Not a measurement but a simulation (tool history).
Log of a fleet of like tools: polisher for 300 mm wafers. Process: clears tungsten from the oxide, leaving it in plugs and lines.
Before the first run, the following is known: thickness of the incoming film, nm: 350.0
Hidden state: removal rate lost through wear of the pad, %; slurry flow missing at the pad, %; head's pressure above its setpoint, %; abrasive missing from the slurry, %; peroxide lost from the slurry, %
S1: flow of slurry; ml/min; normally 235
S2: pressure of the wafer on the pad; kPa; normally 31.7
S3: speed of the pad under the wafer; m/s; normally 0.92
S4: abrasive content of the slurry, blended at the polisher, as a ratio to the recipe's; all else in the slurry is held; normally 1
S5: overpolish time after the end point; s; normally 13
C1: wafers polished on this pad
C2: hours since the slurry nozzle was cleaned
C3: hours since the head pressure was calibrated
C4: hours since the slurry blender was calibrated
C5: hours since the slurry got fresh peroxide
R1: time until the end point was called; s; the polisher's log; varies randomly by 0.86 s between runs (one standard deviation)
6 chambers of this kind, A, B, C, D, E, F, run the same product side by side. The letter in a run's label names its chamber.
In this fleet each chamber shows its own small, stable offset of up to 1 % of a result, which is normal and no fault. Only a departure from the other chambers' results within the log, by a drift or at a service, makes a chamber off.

-- hour=0.2 chamber C: worn pad replaced by a new one
-- hour=2.6 chamber F: slurry tank refilled with fresh slurry and peroxide
-- hour=4.5 chamber E: head pressure recalibrated
run 1F hour=8.1 | S1=235 S2=31.7 S3=0.92 S4=1 S5=13 | C1=219 C2=83.6 C3=518.6 C4=197 C5=5.6 | R1=55.784
run 2D hour=15.5 | S1=235 S2=31.7 S3=0.92 S4=1 S5=13 | C1=240 C2=100.5 C3=311.6 C4=24.8 C5=65.7 | R1=55.478
-- hour=19.4 chamber B: slurry tank refilled with fresh slurry and peroxide
run 3C hour=21.7 | S1=235 S2=31.7 S3=0.92 S4=1 S5=13 | C1=199 C2=249.4 C3=72 C4=64.8 C5=36.3 | R1=55.043
-- hour=25.3 chamber B: worn pad replaced by a new one
-- hour=27.9 chamber F: slurry blender recalibrated
run 4A hour=30.2 | S1=235 S2=31.7 S3=0.92 S4=1 S5=13 | C1=936 C2=438.7 C3=486 C4=114.4 C5=41 | R1=55.674
-- hour=30.9 chamber E: worn pad replaced by a new one
-- hour=33.9 chamber E: slurry tank refilled with fresh slurry and peroxide
-- hour=35.3 chamber D: slurry tank refilled with fresh slurry and peroxide
run 5E hour=38.2 | S1=235 S2=31.7 S3=0.8 S4=1 S5=13 | C1=68 C2=431.9 C3=33.8 C4=287.5 C5=4.3 | R1=64.45
-- hour=39.7 chamber E: slurry blender recalibrated
-- hour=39.9 chamber B: slurry blender recalibrated
run 6B hour=46.5 | S1=235 S2=31.7 S3=0.8 S4=1 S5=13 | C1=196 C2=167.2 C3=362.3 C4=6.7 C5=27.2 | R1=61.319
-- hour=50.2 chamber A: worn pad replaced by a new one
run 7B hour=52.4 | S1=235 S2=31.7 S3=0.8 S4=1 S5=13 | C1=251 C2=173.1 C3=368.2 C4=12.6 C5=33.1 | R1=63.289
run 8E hour=63.5 | S1=235 S2=31.7 S3=0.8 S4=1 S5=13 | C1=302 C2=457.2 C3=59.1 C4=23.8 C5=29.6 | R1=63.277
run 9C hour=71.7 | S1=235 S2=31.7 S3=0.8 S4=1 S5=13 | C1=661 C2=299.4 C3=122 C4=114.8 C5=86.3 | R1=65.074
-- hour=74.3 chamber A: head pressure recalibrated
-- hour=74.6 chamber F: slurry tank refilled with fresh slurry and peroxide
-- hour=74.9 chamber A: slurry nozzle cleaned
-- hour=77 chamber C: slurry tank refilled with fresh slurry and peroxide
run 10F hour=77 | S1=235 S2=31.7 S3=0.8 S4=1 S5=13 | C1=856 C2=152.5 C3=587.5 C4=49.2 C5=2.4 | R1=63.152
-- hour=80.8 chamber B: slurry tank refilled with fresh slurry and peroxide
run 11D hour=87 | S1=235 S2=31.7 S3=0.92 S4=1 S5=13 | C1=901 C2=172 C3=383.1 C4=96.3 C5=51.7 | R1=54.585
-- hour=93.9 chamber F: worn pad replaced by a new one
run 12A hour=95.6 | S1=235 S2=31.7 S3=0.92 S4=1 S5=13 | C1=420 C2=20.7 C3=21.4 C4=179.8 C5=106.4 | R1=55.258
run 13B hour=101.9 | S1=235 S2=31.7 S3=0.92 S4=1 S5=13 | C1=709 C2=222.6 C3=417.7 C4=62.1 C5=21.1 | R1=57.608
-- hour=103.4 chamber D: head pressure recalibrated
-- hour=108.6 chamber A: slurry tank refilled with fresh slurry and peroxide
run 14C hour=112.5 | S1=235 S2=31.7 S3=0.92 S4=1 S5=13 | C1=1039 C2=340.2 C3=162.8 C4=155.6 C5=35.6 | R1=56.893
run 15D hour=122.6 | S1=235 S2=31.7 S3=0.92 S4=1 S5=13 | C1=1231 C2=207.6 C3=19.3 C4=131.9 C5=87.3 | R1=55.733
-- hour=124.9 chamber C: worn pad replaced by a new one
run 16E hour=129.8 | S1=235 S2=31.7 S3=0.92 S4=1 S5=13 | C1=916 C2=523.5 C3=125.4 C4=90.1 C5=95.9 | R1=55.07
-- hour=136 chamber F: slurry tank refilled with fresh slurry and peroxide
run 17A hour=137 | S1=235 S2=31.7 S3=0.92 S4=1 S5=13 | C1=803 C2=62.1 C3=62.8 C4=221.2 C5=28.5 | R1=55.45
-- hour=137.3 chamber D: slurry tank refilled with fresh slurry and peroxide
-- hour=137.4 chamber B: worn pad replaced by a new one
run 18F hour=145.7 | S1=235 S2=31.7 S3=0.92 S4=1 S5=13 | C1=479 C2=221.2 C3=656.2 C4=117.9 C5=9.7 | R1=56.959
-- hour=149.5 chamber E: worn pad replaced by a new one
-- hour=156.9 chamber B: slurry tank refilled with fresh slurry and peroxide
run 19F hour=157 | S1=235 S2=35.9 S3=0.92 S4=1.2 S5=13 | C1=584 C2=232.5 C3=667.5 C4=129.2 C5=21 | R1=47.895
-- hour=160.4 chamber D: worn pad replaced by a new one
run 20D hour=162.7 | S1=235 S2=35.9 S3=0.92 S4=1.2 S5=13 | C1=22 C2=247.7 C3=59.4 C4=172 C5=25.4 | R1=45.278
-- hour=165 chamber E: slurry nozzle cleaned
-- hour=167.5 chamber B: slurry blender recalibrated
run 21E hour=170 | S1=235 S2=35.9 S3=0.92 S4=1.2 S5=13 | C1=190 C2=5.1 C3=165.6 C4=130.3 C5=136.1 | R1=46.22
-- hour=176.4 chamber A: worn pad replaced by a new one
run 22B hour=179.6 | S1=235 S2=35.9 S3=0.92 S4=1.2 S5=13 | C1=391 C2=300.3 C3=495.4 C4=12.1 C5=22.8 | R1=47.059
-- hour=179.7 chamber C: slurry tank refilled with fresh slurry and peroxide
-- hour=184 chamber D: slurry nozzle cleaned
run 23C hour=186.8 | S1=235 S2=35.9 S3=0.92 S4=1.2 S5=13 | C1=572 C2=414.5 C3=237.1 C4=229.9 C5=7.2 | R1=46.983
run 24A hour=192.1 | S1=235 S2=35.9 S3=0.92 S4=1.2 S5=13 | C1=145 C2=117.2 C3=117.9 C4=276.3 C5=83.6 | R1=47.471
run 25E hour=197.8 | S1=235 S2=24.8 S3=0.92 S4=1 S5=13 | C1=447 C2=32.9 C3=193.4 C4=158.1 C5=163.9 | R1=72.486
-- hour=202.4 chamber C: slurry blender recalibrated
-- hour=204 chamber F: worn pad replaced by a new one
run 26D hour=209.5 | S1=235 S2=24.8 S3=0.92 S4=1 S5=13 | C1=455 C2=25.5 C3=106.2 C4=218.8 C5=72.2 | R1=70.983
-- hour=213.4 chamber F: slurry tank refilled with fresh slurry and peroxide
run 27C hour=220 | S1=235 S2=24.8 S3=0.92 S4=1 S5=13 | C1=880 C2=447.7 C3=270.3 C4=17.6 C5=40.4 | R1=70.789
-- hour=221.1 chamber B: slurry tank refilled with fresh slurry and peroxide
-- hour=223.3 chamber F: slurry blender recalibrated
run 28F hour=229.8 | S1=235 S2=24.8 S3=0.92 S4=1 S5=13 | C1=239 C2=305.3 C3=740.3 C4=6.5 C5=16.5 | R1=72.736
-- hour=230.1 chamber A: slurry tank refilled with fresh slurry and peroxide
-- hour=235.1 chamber E: slurry tank refilled with fresh slurry and peroxide
-- hour=237.3 chamber D: slurry tank refilled with fresh slurry and peroxide
run 29B hour=238.1 | S1=235 S2=24.8 S3=0.92 S4=1 S5=13 | C1=932 C2=358.8 C3=553.9 C4=70.6 C5=17.1 | R1=71.753
run 30A hour=248.1 | S1=235 S2=24.8 S3=0.92 S4=1 S5=13 | C1=663 C2=173.2 C3=173.9 C4=332.3 C5=18.1 | R1=69.7
-- hour=255 chamber B: worn pad replaced by a new one
run 31F hour=258.4 | S1=235 S2=31.7 S3=1.24 S4=1 S5=13 | C1=503 C2=333.9 C3=768.9 C4=35.1 C5=45.1 | R1=42.105
-- hour=259.1 chamber E: worn pad replaced by a new one
-- hour=259.5 chamber A: slurry blender recalibrated
run 32A hour=268.1 | S1=235 S2=31.7 S3=1.24 S4=1 S5=13 | C1=848 C2=193.2 C3=193.9 C4=8.7 C5=38.1 | R1=40.563
-- hour=273.5 chamber F: slurry tank refilled with fresh slurry and peroxide
run 33D hour=274.8 | S1=235 S2=31.7 S3=1.24 S4=1 S5=13 | C1=1059 C2=90.8 C3=171.5 C4=284.1 C5=37.5 | R1=40.097
-- hour=275.2 chamber C: worn pad replaced by a new one
-- hour=279.5 chamber B: slurry nozzle cleaned
-- hour=279.9 chamber B: slurry blender recalibrated
run 34B hour=280.8 | S1=235 S2=31.7 S3=1.24 S4=1 S5=13 | C1=239 C2=1.3 C3=596.6 C4=1 C5=59.8 | R1=41.479
-- hour=281.5 chamber C: slurry tank refilled with fresh slurry and peroxide
run 35E hour=286.9 | S1=235 S2=31.7 S3=1.24 S4=1 S5=13 | C1=257 C2=122 C3=282.5 C4=247.2 C5=51.9 | R1=41.711
-- hour=292.5 chamber B: slurry tank refilled with fresh slurry and peroxide
-- hour=296 chamber D: slurry blender recalibrated
run 36C hour=296.2 | S1=235 S2=31.7 S3=1.24 S4=1 S5=13 | C1=194 C2=523.9 C3=346.5 C4=93.8 C5=14.8 | R1=40.961
run 37A hour=302 | S1=235 S2=31.7 S3=0.92 S4=1 S5=13 | C1=1162 C2=227.1 C3=227.8 C4=42.6 C5=72 | R1=56.124
run 38B hour=311.8 | S1=235 S2=31.7 S3=0.92 S4=1 S5=13 | C1=526 C2=32.3 C3=627.6 C4=32 C5=19.3 | R1=56.684
-- hour=317.3 chamber D: worn pad replaced by a new one
-- hour=319.6 chamber F: worn pad replaced by a new one
run 39F hour=319.7 | S1=235 S2=24.8 S3=0.92 S4=1 S5=13 | C1=1 C2=395.2 C3=830.2 C4=96.4 C5=46.2 | R1=70.443
-- hour=322.6 chamber D: slurry tank refilled with fresh slurry and peroxide
run 40D hour=328 | S1=235 S2=24.8 S3=0.92 S4=1 S5=13 | C1=99 C2=144 C3=224.7 C4=32 C5=5.4 | R1=70.197
run 41E hour=336.9 | S1=235 S2=24.8 S3=0.92 S4=1 S5=13 | C1=720 C2=172 C3=332.5 C4=297.2 C5=101.9 | R1=69.888
-- hour=340.5 chamber C: slurry nozzle cleaned
run 42C hour=346.1 | S1=235 S2=24.8 S3=0.92 S4=1 S5=13 | C1=656 C2=5.7 C3=396.4 C4=143.7 C5=64.7 | R1=70.412

All 6 chambers run these settings next. Forecast each chamber's results:
run 43A hour=354.4 | S1=235 S2=31.7 S3=0.92 S4=1 S5=13 | R1=?
run 43B hour=354.4 | S1=235 S2=31.7 S3=0.92 S4=1 S5=13 | R1=?
run 43C hour=354.4 | S1=235 S2=31.7 S3=0.92 S4=1 S5=13 | R1=?
run 43D hour=354.4 | S1=235 S2=31.7 S3=0.92 S4=1 S5=13 | R1=?
run 43E hour=354.4 | S1=235 S2=31.7 S3=0.92 S4=1 S5=13 | R1=?
run 43F hour=354.4 | S1=235 S2=31.7 S3=0.92 S4=1 S5=13 | R1=?

run=43A R1=55.226
run=43B R1=55.899
run=43C R1=56.455
run=43D R1=54.454
run=43E R1=55.809
run=43F R1=55.62

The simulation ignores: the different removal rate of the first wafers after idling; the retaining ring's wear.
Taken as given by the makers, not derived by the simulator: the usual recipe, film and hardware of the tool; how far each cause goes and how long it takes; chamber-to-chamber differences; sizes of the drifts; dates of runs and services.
